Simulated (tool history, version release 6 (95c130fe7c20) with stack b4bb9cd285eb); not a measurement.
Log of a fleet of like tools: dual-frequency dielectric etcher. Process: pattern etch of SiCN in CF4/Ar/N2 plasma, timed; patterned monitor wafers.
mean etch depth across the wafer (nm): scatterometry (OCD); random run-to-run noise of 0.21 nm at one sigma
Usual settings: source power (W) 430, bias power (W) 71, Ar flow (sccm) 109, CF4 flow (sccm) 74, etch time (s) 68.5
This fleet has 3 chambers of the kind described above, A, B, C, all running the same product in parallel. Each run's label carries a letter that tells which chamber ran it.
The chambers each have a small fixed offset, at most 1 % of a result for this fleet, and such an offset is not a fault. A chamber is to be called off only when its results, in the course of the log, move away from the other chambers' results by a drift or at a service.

| run | hour | source power (W) | bias power (W) | Ar flow (sccm) | CF4 flow (sccm) | etch time (s) | hours since the last wet clean | hours since the last source power generator calibration | hours since the last bias power generator calibration | hours since the last Ar flow controller change | hours since the last CF4 flow controller change | read-back reference wafer on the same gauge, depth_nm | mean etch depth across the wafer (nm) |
|---|---|---|---|---|---|---|---|---|---|---|---|---|---|
| 1A | 5.2 | 430 | 71 | 109 | 74 | 68.5 | 331.2 | 2894.9 | 50.7 | 93.3 | 387.1 | 49.416 | 55.753 |
| 2B | 9.8 | 430 | 71 | 109 | 74 | 68.5 | 277.2 | 775 | 2702.7 | 2305.1 | 75.6 | 49.399 | 56.603 |
| 3C | 15.1 | 430 | 71 | 109 | 74 | 68.5 | 329.6 | 2307.5 | 1330 | 4304.7 | 3057.4 | 49.425 | 55.699 |
| 4B | 18.6 | 430 | 71 | 109 | 74 | 68.5 | 286 | 783.8 | 2711.5 | 2313.9 | 84.4 | 49.35 | 56.58 |
| 5C | 25.1 | 430 | 71 | 109 | 74 | 68.5 | 339.6 | 2317.5 | 1340 | 4314.7 | 3067.4 | 49.372 | 55.508 |
| 6A | 31.2 | 430 | 87 | 109 | 74 | 68.5 | 357.2 | 2920.9 | 76.7 | 119.3 | 413.1 | 49.409 | 59.759 |
| 7B | 35 | 430 | 87 | 109 | 74 | 68.5 | 302.4 | 800.2 | 2727.9 | 2330.3 | 100.8 | 49.44 | 60.783 |
| 8A | 40.6 | 430 | 87 | 109 | 74 | 68.5 | 366.6 | 2930.3 | 86.1 | 128.7 | 422.5 | 49.394 | 59.853 |
| 9C | 44 | 430 | 71 | 109 | 74 | 68.5 | 358.5 | 2336.4 | 1358.9 | 4333.6 | 3086.3 | 49.36 | 55.298 |
| 10C | 49.2 | 430 | 71 | 109 | 74 | 68.5 | 363.7 | 2341.6 | 1364.1 | 4338.8 | 3091.5 | 49.378 | 55.677 |
| 11B | 54.7 | 430 | 71 | 109 | 74 | 68.5 | 322.1 | 819.9 | 2747.6 | 2350 | 120.5 | 49.419 | 56.8 |
| 12A | 59.3 | 430 | 71 | 109 | 74 | 68.5 | 385.3 | 2949 | 104.8 | 147.4 | 441.2 | 49.403 | 55.806 |
| 13C | 63.7 | 430 | 71 | 109 | 74 | 68.5 | 378.2 | 2356.1 | 1378.6 | 4353.3 | 3106 | 49.429 | 55.553 |
| 14A | 68.3 | 430 | 71 | 109 | 74 | 68.5 | 394.3 | 2958 | 113.8 | 156.4 | 450.2 | 49.367 | 55.981 |
| 15B | 74.7 | 430 | 71 | 109 | 74 | 68.5 | 342.1 | 839.9 | 2767.6 | 2370 | 140.5 | 49.359 | 56.329 |
| 16A | 80.5 | 430 | 71 | 109 | 74 | 68.5 | 406.5 | 2970.2 | 126 | 168.6 | 462.4 | 49.427 | 55.857 |
| 17B | 87.1 | 430 | 71 | 109 | 74 | 68.5 | 354.5 | 852.3 | 2780 | 2382.4 | 152.9 | 49.392 | 56.748 |
| 18C | 94.2 | 390 | 71 | 109 | 74 | 78.5 | 408.7 | 2386.6 | 1409.1 | 4383.8 | 3136.5 | 49.392 | 58.699 |
| 19A | 99.8 | 390 | 71 | 109 | 74 | 78.5 | 425.8 | 2989.5 | 145.3 | 187.9 | 481.7 | 49.39 | 58.504 |
| 20C | 106.5 | 390 | 71 | 109 | 74 | 78.5 | 421 | 2398.9 | 1421.4 | 4396.1 | 3148.8 | 49.373 | 59.107 |
| 21B | 112.6 | 430 | 71 | 109 | 74 | 68.5 | 380 | 877.8 | 2805.5 | 2407.9 | 178.4 | 49.424 | 56.171 |
| 22C | 118.8 | 430 | 71 | 109 | 74 | 68.5 | 433.3 | 2411.2 | 1433.7 | 4408.4 | 3161.1 | 49.383 | 55.4 |
| 23B | 125.8 | 430 | 71 | 109 | 74 | 68.5 | 393.2 | 891 | 2818.7 | 2421.1 | 191.6 | 49.431 | 56.919 |
| 24A | 128.9 | 460 | 77 | 109 | 74 | 68.5 | 454.9 | 3018.6 | 174.4 | 217 | 510.8 | 49.408 | 60.815 |
| 25A | 134 | 460 | 77 | 109 | 74 | 68.5 | 460 | 3023.7 | 179.5 | 222.1 | 515.9 | 49.344 | 61.016 |
| 26B | 137.7 | 460 | 77 | 109 | 74 | 68.5 | 405.1 | 902.9 | 2830.6 | 2433 | 203.5 | 49.341 | 61.594 |
| 27C | 143.5 | 430 | 71 | 109 | 74 | 68.5 | 458 | 2435.9 | 1458.4 | 4433.1 | 3185.8 | 49.407 | 55.771 |
| 28A | 149.4 | 430 | 71 | 109 | 74 | 68.5 | 475.4 | 3039.1 | 194.9 | 237.5 | 531.3 | 49.35 | 55.775 |
| 29C | 153.9 | 430 | 71 | 109 | 74 | 68.5 | 468.4 | 2446.3 | 1468.8 | 4443.5 | 3196.2 | 49.417 | 55.621 |
| 30B | 158.5 | 430 | 71 | 109 | 74 | 68.5 | 425.9 | 923.7 | 2851.4 | 2453.8 | 224.3 | 49.372 | 56.698 |
| 31C | 165.4 | 430 | 71 | 109 | 74 | 68.5 | 479.9 | 2457.8 | 1480.3 | 4455 | 3207.7 | 49.422 | 55.763 |
| 32A | 171.7 | 430 | 71 | 109 | 74 | 68.5 | 497.7 | 3061.4 | 217.2 | 259.8 | 553.6 | 49.321 | 55.731 |
| 33B | 177.2 | 430 | 71 | 109 | 74 | 68.5 | 444.6 | 942.4 | 2870.1 | 2472.5 | 243 | 49.458 | 56.322 |
| 34A | 182.2 | 430 | 71 | 109 | 74 | 68.5 | 508.2 | 3071.9 | 227.7 | 270.3 | 564.1 | 49.379 | 55.63 |
| 35C | 187 | 430 | 71 | 109 | 74 | 68.5 | 501.5 | 2479.4 | 1501.9 | 4476.6 | 3229.3 | 49.411 | 55.995 |
| 36B | 190.4 | 430 | 71 | 109 | 74 | 68.5 | 457.8 | 955.6 | 2883.3 | 2485.7 | 256.2 | 49.41 | 56.369 |
| 37A | 196 | 430 | 71 | 109 | 74 | 68.5 | 522 | 3085.7 | 241.5 | 284.1 | 577.9 | 49.379 | 55.446 |
| 38B | 200.4 | 430 | 71 | 109 | 74 | 68.5 | 467.8 | 965.6 | 2893.3 | 2495.7 | 266.2 | 49.39 | 56.313 |
| 39C | 207.5 | 430 | 71 | 109 | 74 | 68.5 | 522 | 2499.9 | 1522.4 | 4497.1 | 3249.8 | 49.408 | 55.862 |

What goes on in this fleet: one chamber off, a drifting gauge, or nothing beyond the chambers' own small offsets? Name the chamber and the cause, if any.

All chambers stay in line apart from their small fixed offsets, and the gauge does not drift.

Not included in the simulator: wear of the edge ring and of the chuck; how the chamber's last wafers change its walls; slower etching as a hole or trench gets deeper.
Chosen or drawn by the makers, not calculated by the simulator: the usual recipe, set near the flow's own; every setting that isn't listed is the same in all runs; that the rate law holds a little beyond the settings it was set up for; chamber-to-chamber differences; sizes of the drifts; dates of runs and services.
